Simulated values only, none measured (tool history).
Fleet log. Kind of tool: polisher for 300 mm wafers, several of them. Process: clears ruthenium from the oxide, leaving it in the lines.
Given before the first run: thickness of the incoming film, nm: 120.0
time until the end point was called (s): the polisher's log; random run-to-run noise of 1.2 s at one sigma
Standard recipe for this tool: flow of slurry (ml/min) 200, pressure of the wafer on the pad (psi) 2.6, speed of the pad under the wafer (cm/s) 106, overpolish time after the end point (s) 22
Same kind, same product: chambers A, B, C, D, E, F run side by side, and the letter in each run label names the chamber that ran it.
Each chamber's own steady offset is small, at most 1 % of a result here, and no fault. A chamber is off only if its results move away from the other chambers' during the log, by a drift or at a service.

run     day  flow of slurry (ml/min)  pressure of the wafer on the pad (psi)  speed of the pad under the wafer (cm/s)  overpolish time after the end point (s)  time until the end point was called (s)
 1F   0.371                      200                                     2.6                                      106                                       22                                   79.708
      0.467  -- chamber E: worn pad replaced by a new one
      0.592  -- chamber B: worn pad replaced by a new one
      0.671  -- chamber F: slurry nozzle cleaned
 2B   0.704                      200                                     2.6                                      106                                       22                                   81.422
      0.862  -- chamber F: worn pad replaced by a new one
      0.883  -- chamber C: worn pad replaced by a new one
 3D   0.900                      200                                     2.6                                      106                                       22                                   81.367
 4E   1.188                      200                                     2.6                                      106                                       22                                   82.500
 5A   1.467                      200                                     2.6                                      106                                       22                                   83.940
 6C   1.867                      200                                     2.6                                      106                                       22                                   80.826
      2.146  -- chamber A: worn pad replaced by a new one
 7B   2.196                      200                                     2.6                                      106                                       22                                   81.626
 8A   2.608                      200                                     2.6                                      106                                       22                                   83.153
      2.725  -- chamber D: worn pad replaced by a new one
      2.754  -- chamber E: worn pad replaced by a new one
 9F   2.996                      200                                     2.6                                      106                                       22                                   79.085
10D   3.229                      200                                     2.6                                      106                                       22                                   80.038
      3.350  -- chamber B: worn pad replaced by a new one
11E   3.446                      200                                     2.6                                      106                                       22                                   79.451
12C   3.683                      200                                     2.6                                      106                                       22                                   80.144
13A   4.004                      200                                     2.6                                      106                                       22                                   80.410
14D   4.396                      200                                     2.6                                      106                                       22                                   83.016
      4.475  -- chamber A: worn pad replaced by a new one
15E   4.675                      200                                     2.6                                      106                                       22                                   83.986
16F   5.004                      200                                     2.6                                      106                                       22                                   82.570
17B   5.217                      200                                     2.6                                      106                                       22                                   81.535
      5.242  -- chamber F: worn pad replaced by a new one
      5.258  -- chamber D: worn pad replaced by a new one
18C   5.421                      200                                     2.6                                      106                                       22                                   81.045
      5.525  -- chamber E: worn pad replaced by a new one
19D   5.617                      200                                     2.6                                      106                                       22                                   82.275
20A   5.846                      255                                     2.6                                      106                                       22                                   78.971
      5.988  -- chamber B: worn pad replaced by a new one
21E   6.200                      255                                     2.6                                      106                                       22                                   78.914
      6.325  -- chamber C: worn pad replaced by a new one
22B   6.588                      255                                     2.6                                      106                                       22                                   80.819
      6.758  -- chamber A: worn pad replaced by a new one
23F   6.967                      255                                     2.6                                      106                                       22                                   79.874
24C   7.371                      255                                     2.6                                      106                                       22                                   79.379
25E   7.696                      255                                     2.6                                      106                                       22                                   80.510
      8.096  -- chamber D: worn pad replaced by a new one
26A   8.100                      200                                     2.6                                      106                                       22                                   80.215
      8.133  -- chamber E: worn pad replaced by a new one
27D   8.517                      200                                     2.6                                      106                                       22                                   82.897
      8.575  -- chamber B: worn pad replaced by a new one
28C   8.883                      200                                     2.6                                      106                                       22                                   79.871
      9.008  -- chamber A: slurry nozzle cleaned
29F   9.300                      200                                     2.6                                      106                                       22                                   81.870
      9.450  -- chamber E: slurry nozzle cleaned
      9.479  -- chamber A: worn pad replaced by a new one
30B   9.583                      135                                     1.8                                      106                                       22                                  125.170
31A   9.888                      135                                     1.8                                      106                                       22                                  122.010
32D  10.258                      135                                     1.8                                      106                                       22                                  124.730
     10.296  -- chamber F: worn pad replaced by a new one
33E  10.462                      135                                     1.8                                      106                                       22                                  125.180
34F  10.650                      135                                     1.8                                      106                                       22                                  122.390
35B  10.833                      135                                     1.8                                      106                                       22                                  128.210
     10.900  -- chamber B: worn pad replaced by a new one
     11.171  -- chamber E: worn pad replaced by a new one
36C  11.183                      200                                     2.6                                      106                                       22                                   81.274
     11.217  -- chamber D: worn pad replaced by a new one
37D  11.375                      175                                     1.8                                      106                                       22                                  121.180
     11.625  -- chamber C: worn pad replaced by a new one
     11.671  -- chamber B: head pressure recalibrated
38B  11.771                      175                                     1.8                                      106                                       22                                  117.620
39C  12.033                      175                                     1.8                                      106                                       22                                  120.480
     12.217  -- chamber A: worn pad replaced by a new one
40E  12.304                      175                                     1.8                                      106                                       22                                  117.930
41A  12.600                      175                                     1.8                                      106                                       22                                  120.660
42F  12.842                      175                                     1.8                                      106                                       22                                  116.830

One chamber off, gauge drift, or nothing amiss beyond the chambers' own small offsets? If it is a chamber, which one, and what is the likeliest cause?

All chambers stay in line apart from their small fixed offsets, and the gauge does not drift.
